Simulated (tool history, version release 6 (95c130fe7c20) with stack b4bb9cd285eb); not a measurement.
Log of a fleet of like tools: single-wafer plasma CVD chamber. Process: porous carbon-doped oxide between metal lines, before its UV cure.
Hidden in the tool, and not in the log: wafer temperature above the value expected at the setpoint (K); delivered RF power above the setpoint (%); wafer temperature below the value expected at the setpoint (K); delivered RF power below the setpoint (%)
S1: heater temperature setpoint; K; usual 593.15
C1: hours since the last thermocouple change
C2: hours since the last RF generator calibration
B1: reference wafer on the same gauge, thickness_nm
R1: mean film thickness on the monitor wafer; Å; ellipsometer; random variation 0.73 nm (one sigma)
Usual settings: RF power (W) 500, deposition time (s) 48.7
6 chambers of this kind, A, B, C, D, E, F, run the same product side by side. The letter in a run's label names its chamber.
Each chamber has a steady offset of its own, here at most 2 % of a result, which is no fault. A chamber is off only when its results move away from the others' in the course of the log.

Run 1F, day 0.317: usual settings; C1 562.2; C2 389.3; B1 262.09. Result: R1 2316.7 Å.
Run 2D, day 0.738: usual settings; C1 95.3; C2 225.5; B1 261.91. Result: R1 2373.5 Å.
Run 3A, day 1.158: usual settings; C1 1082.9; C2 2042.2; B1 262.26. Result: R1 2314.8 Å.
Run 4B, day 1.583: usual settings; C1 1361.4; C2 393.7; B1 261.98. Result: R1 2343.2 Å.
Run 5E, day 1.942: usual settings; C1 356.6; C2 485.2; B1 262.04. Result: R1 2352.1 Å.
Run 6C, day 2.371: usual settings; C1 1616.4; C2 238.7; B1 262.17. Result: R1 2321.9 Å.
Run 7D, day 2.729: usual settings; C1 143.1; C2 273.3; B1 261.93. Result: R1 2367 Å.
Run 8B, day 3.146: usual settings; C1 1398.9; C2 431.2; B1 261.98. Result: R1 2353.6 Å.
Run 9C, day 3.533: usual settings; C1 1644.3; C2 266.6; B1 262.14. Result: R1 2330 Å.
Run 10E, day 4.029: usual settings; C1 406.7; C2 535.3; B1 262. Result: R1 2342.7 Å.
Run 11A, day 4.604: usual settings; C1 1165.6; C2 2124.9; B1 262.16. Result: R1 2334.3 Å.
Run 12F, day 5.05: usual settings; C1 675.8; C2 502.9; B1 262.08. Result: R1 2312.7 Å.
Run 13E, day 5.433: usual settings; C1 440.4; C2 569; B1 262.01. Result: R1 2335.8 Å.
Run 14D, day 5.896: usual settings; C1 219.1; C2 349.3; B1 262.05. Result: R1 2367.1 Å.
Run 15A, day 6.45: usual settings; C1 1209.9; C2 2169.2; B1 262.07. Result: R1 2329.6 Å.
Run 16B, day 6.775: usual settings; C1 1486; C2 518.3; B1 261.89. Result: R1 2349.6 Å.
Run 17C, day 7.133: usual settings; C1 1730.7; C2 353; B1 262.09. Result: R1 2336.4 Å.
Run 18F, day 7.438: usual settings; C1 733.1; C2 560.2; B1 262. Result: R1 2301.9 Å.
Run 19C, day 7.842: usual settings; C1 1747.7; C2 370; B1 262.06. Result: R1 2320.2 Å.
Run 20A, day 8.267: usual settings; C1 1253.5; C2 2212.8; B1 262. Result: R1 2318.8 Å.
At day 8.721: chamber A: thermocouple changed; heater temperature recalibrated.
Run 21D, day 8.829: usual settings but deposition time (s) 44.4; C1 289.5; C2 419.7; B1 262.26. Result: R1 2169.7 Å.
Run 22E, day 9.325: usual settings but deposition time (s) 44.4; C1 533.8; C2 662.4; B1 261.86. Result: R1 2143.5 Å.
Run 23B, day 9.633: usual settings but deposition time (s) 44.4; C1 1554.6; C2 586.9; B1 261.88. Result: R1 2132.5 Å.
Run 24F, day 10.075: usual settings but deposition time (s) 44.4; C1 796.4; C2 623.5; B1 262.1. Result: R1 2110 Å.
Run 25C, day 10.646: usual settings but deposition time (s) 44.4; C1 1815; C2 437.3; B1 261.88. Result: R1 2119.8 Å.
Run 26A, day 11.175: usual settings but deposition time (s) 44.4; C1 58.9; C2 2282.6; B1 262.03. Result: R1 2075 Å.
Run 27F, day 11.558: usual settings; C1 832; C2 659.1; B1 261.88. Result: R1 2314.9 Å.
At day 11.65: chamber A: RF generator calibrated.
Run 28B, day 12.004: usual settings; C1 1611.5; C2 643.8; B1 261.85. Result: R1 2340.5 Å.
Run 29E, day 12.583: usual settings; C1 612; C2 740.6; B1 261.97. Result: R1 2354.4 Å.
Run 30D, day 12.838: usual settings; C1 385.7; C2 515.9; B1 261.94. Result: R1 2368.6 Å.
Run 31B, day 13.133: usual settings; C1 1638.6; C2 670.9; B1 262.09. Result: R1 2339.9 Å.
Run 32A, day 13.596: usual settings; C1 117; C2 46.8; B1 261.98. Result: R1 2264.5 Å.
Run 33D, day 13.883: usual settings; C1 410.8; C2 541; B1 262.16. Result: R1 2360.2 Å.
Run 34F, day 14.408: usual settings but RF power (W) 590, deposition time (s) 45.5; C1 900.4; C2 727.5; B1 262.01. Result: R1 2406.2 Å.
Run 35E, day 14.842: usual settings but RF power (W) 590, deposition time (s) 45.5; C1 666.2; C2 794.8; B1 262.19. Result: R1 2448.3 Å.
At day 14.875: chamber B: thermocouple changed; heater temperature recalibrated.
Run 36C, day 15.271: usual settings but RF power (W) 590, deposition time (s) 45.5; C1 1926; C2 548.3; B1 261.9. Result: R1 2443.4 Å.
Run 37A, day 15.696: usual settings but RF power (W) 590, deposition time (s) 45.5; C1 167.4; C2 97.2; B1 261.81. Result: R1 2375.8 Å.
Run 38C, day 16.162: usual settings but RF power (W) 590, deposition time (s) 45.5; C1 1947.4; C2 569.7; B1 262.16. Result: R1 2417.2 Å.
Run 39D, day 16.479: usual settings but RF power (W) 590, deposition time (s) 45.5; C1 473.1; C2 603.3; B1 261.98. Result: R1 2464.7 Å.
Run 40E, day 16.875: usual settings; C1 715; C2 843.6; B1 262.14. Result: R1 2355.9 Å.
Run 41B, day 17.275: usual settings but S1 584.15 K, deposition time (s) 41.3; C1 57.6; C2 770.3; B1 261.79. Result: R1 2073.3 Å.
Run 42F, day 17.862: usual settings but S1 584.15 K, deposition time (s) 41.3; C1 983.3; C2 810.4; B1 262.26. Result: R1 2057.1 Å.

What goes on in this fleet: one chamber off, a drifting gauge, or nothing beyond the chambers' own small offsets? Name the chamber and the cause, if any.

A service left chamber A off against the others.
Cause: wafer temperature above the value expected at the setpoint (K) = 4.88.

Here are 4 candidates for chamber A's next run, each the usual settings with a change, their results left as question marks. Which one brings its results back in line with what the others give on the usual settings?
In line means no further than this from the other chambers' mean on the usual settings: R1 25 Å
Run 43A-1, day 18.288: usual settings but S1 594.15 K, deposition time (s) 47.4. Result: R1 ?.
Run 43A-2, day 18.288: usual settings but S1 594.15 K, RF power (W) 490, deposition time (s) 47. Result: R1 ?.
Run 43A-3, day 18.288: usual settings but S1 592.15 K, RF power (W) 520. Result: R1 ?.
Run 43A-4, day 18.288: usual settings but S1 592.15 K, RF power (W) 510, deposition time (s) 50.4. Result: R1 ?.

The other chambers' mean on the usual settings: R1 2336.8 Å
  run      R1
43A-1  2201.4
43A-2  2153.4
43A-3  2343.4
43A-4  2392.2
43A-3 brings the chamber back in line.
